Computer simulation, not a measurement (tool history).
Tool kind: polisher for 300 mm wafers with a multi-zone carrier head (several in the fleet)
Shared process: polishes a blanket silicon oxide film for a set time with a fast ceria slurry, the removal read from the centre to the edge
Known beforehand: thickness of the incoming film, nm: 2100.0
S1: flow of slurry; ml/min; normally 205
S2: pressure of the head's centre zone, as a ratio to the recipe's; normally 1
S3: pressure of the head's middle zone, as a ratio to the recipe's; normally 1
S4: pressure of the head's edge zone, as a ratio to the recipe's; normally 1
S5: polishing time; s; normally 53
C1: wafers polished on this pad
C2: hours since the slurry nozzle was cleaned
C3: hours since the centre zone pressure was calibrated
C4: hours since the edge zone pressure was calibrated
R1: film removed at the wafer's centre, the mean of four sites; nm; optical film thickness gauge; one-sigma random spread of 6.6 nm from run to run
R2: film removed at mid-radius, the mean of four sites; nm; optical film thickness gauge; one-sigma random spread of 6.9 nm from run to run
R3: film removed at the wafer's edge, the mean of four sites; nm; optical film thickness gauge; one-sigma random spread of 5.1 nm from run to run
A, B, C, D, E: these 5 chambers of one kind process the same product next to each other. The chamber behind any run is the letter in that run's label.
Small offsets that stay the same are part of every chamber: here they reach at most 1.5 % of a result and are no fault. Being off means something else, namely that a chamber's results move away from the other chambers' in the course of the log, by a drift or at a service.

run	hour	S1	S2	S3	S4	S5	C1	C2	C3	C4	R1	R2	R3
# hour 3: chamber C: slurry nozzle cleaned
1C	4.8	205	1	1	1	53	236	1.9	220.5	563.2	515.18	509.45	526.27
# hour 5: chamber E: worn pad replaced by a new one
2B	10.6	205	1	1	1	53	1389	303.9	264.3	336	530.21	529.64	521.58
3E	16.9	205	1	1	1	53	107	330.1	534.2	145	515.6	537.54	527.2
# hour 20.4: chamber B: worn pad replaced by a new one
4A	20.7	205	1	1	1	53	1516	190.4	673	47.5	529.39	530.88	533.51
5D	25.9	205	1	1	1	53	795	150.8	414.8	51.6	530.68	532.6	519.63
6E	32.2	205	1	1	1	53	246	345.4	549.5	160.3	531.7	525.32	521.95
# hour 37.6: chamber A: worn pad replaced by a new one
7D	40.5	205	1	1	1	53	927	165.4	429.4	66.2	530.77	516.86	526.98
# hour 47.8: chamber E: centre zone pressure recalibrated
8A	48.3	205	1	1	1	53	97	218	700.6	75.1	521.79	524.04	536.76
# hour 49.4: chamber C: worn pad replaced by a new one
9B	55.3	205	1	1	1	53	316	348.6	309	380.7	523.43	513.81	535.13
10C	60	205	1	1	1	53	96	57.1	275.7	618.4	519.73	518.91	531.79
11B	67.5	205	1	1	1	53	426	360.8	321.2	392.9	537.05	508.34	530.08
12E	73.4	205	1	1	1	53	618	386.6	25.6	201.5	515.84	523.37	514.51
13D	81.7	205	1	1	1	53	1299	206.6	470.6	107.4	525.97	539.13	519.98
14C	89.3	205	1	1	1	53	361	86.4	305	647.7	519.83	529.99	534.53
# hour 90.3: chamber E: worn pad replaced by a new one
15A	95.7	205	1	1	1	53	526	265.4	748	122.5	510.22	543.33	529.44
16A	102.2	205	1	1	1	53	584	271.9	754.5	129	515.64	531.85	536.19
# hour 106: chamber A: centre zone pressure recalibrated
17D	110.3	205	1	1	1	53	1558	235.2	499.2	136	522.24	518.91	524.41
18C	115.1	205	1	1	1	53	594	112.2	330.8	673.5	541.3	526.32	519.4
# hour 116.6: chamber D: worn pad replaced by a new one
19B	121.3	205	1	1	1	53	913	414.6	375	446.7	540.6	527.17	532.95
20E	128.3	205	1	1	1	53	344	441.5	80.5	256.4	522.39	520.41	533.51
# hour 130.6: chamber C: worn pad replaced by a new one
21B	133.3	205	1	1	1	53	1021	426.6	387	458.7	525.5	529.34	520.02
22A	137.6	205	1	1	1	53	904	307.3	31.6	164.4	512.59	529.94	528.54
23C	142.7	205	1	1	1	46	109	139.8	358.4	701.1	478.62	448.15	461.18
# hour 144.9: chamber A: slurry nozzle cleaned
24E	150.4	205	1	1	1	46	544	463.6	102.6	278.5	444.36	463.85	456.01
25D	154.4	205	1	1	1	46	342	279.3	543.3	180.1	462.66	456.82	456.74
26C	161.1	205	1	1	1	46	276	158.2	376.8	719.5	484.35	459.48	468.41
# hour 163.6: chamber B: worn pad replaced by a new one
# hour 166.5: chamber E: worn pad replaced by a new one
27B	166.5	205	1	1	1	46	26	459.8	420.2	491.9	464.28	455.65	451.19
28E	173.2	205	1	1	1	53	61	486.4	125.4	301.3	520.91	525.07	524.76
29D	177.6	205	1	1	0.92	39	552	302.5	566.5	203.3	394.09	383.85	366.36
30A	186.1	205	1	1	0.92	39	1343	41.2	80.1	212.9	375.01	392.72	374.31
# hour 188: chamber D: centre zone pressure recalibrated
31A	190.3	205	1	1	0.92	39	1381	45.4	84.3	217.1	381.46	396.02	380.03
32E	195.9	205	1	1	0.92	39	266	509.1	148.1	324	394.39	375.47	360.95
33D	203.4	205	1	1	0.92	39	785	328.3	15.4	229.1	389.66	385.82	369.89
34C	211.4	205	1	1	1	53	730	208.5	427.1	769.8	581.32	523.87	534.27
35B	219.4	205	1	1	1	53	504	512.7	473.1	544.8	520.23	524.26	530.24
36D	224.6	205	1	1	1	53	976	349.5	36.6	250.3	533.24	510.45	523.91

Is one chamber out of step, is the gauge drifting, or do the chambers differ by no more than their own small offsets? For an off chamber, give its letter and the likeliest cause.

Chamber C drifts away from the others.
What lies behind it: centre zone's pressure above its setpoint, % = 11.5.

Below are 4 candidate recipes for chamber C's next run, each the usual settings with a change, their results shown as question marks. Which of them brings C's results back in line with what the other chambers give on the usual settings?
A result is in line if it is within this distance of the other chambers' mean on the usual settings: R1 23 nm; R2 24 nm; R3 18 nm
37C-1	230.7	205	0.97	1.01	1.01	53					?	?	?
37C-2	230.7	210	1.09	0.98	0.97	54					?	?	?
37C-3	230.7	205	1.03	0.99	0.99	53					?	?	?
37C-4	230.7	200	0.91	1.02	1.03	52					?	?	?

Mean of the other chambers on the usual settings: R1 526.34 nm; R2 523.49 nm; R3 527 nm
run	R1	R2	R3
37C-1	571.65	527.16	528.73
37C-2	662.83	523.6	528.81
37C-3	609.87	517.24	523.28
37C-4	521.27	520.35	522.83
Change 37C-4 lands the chamber within the allowed miss of the other chambers.
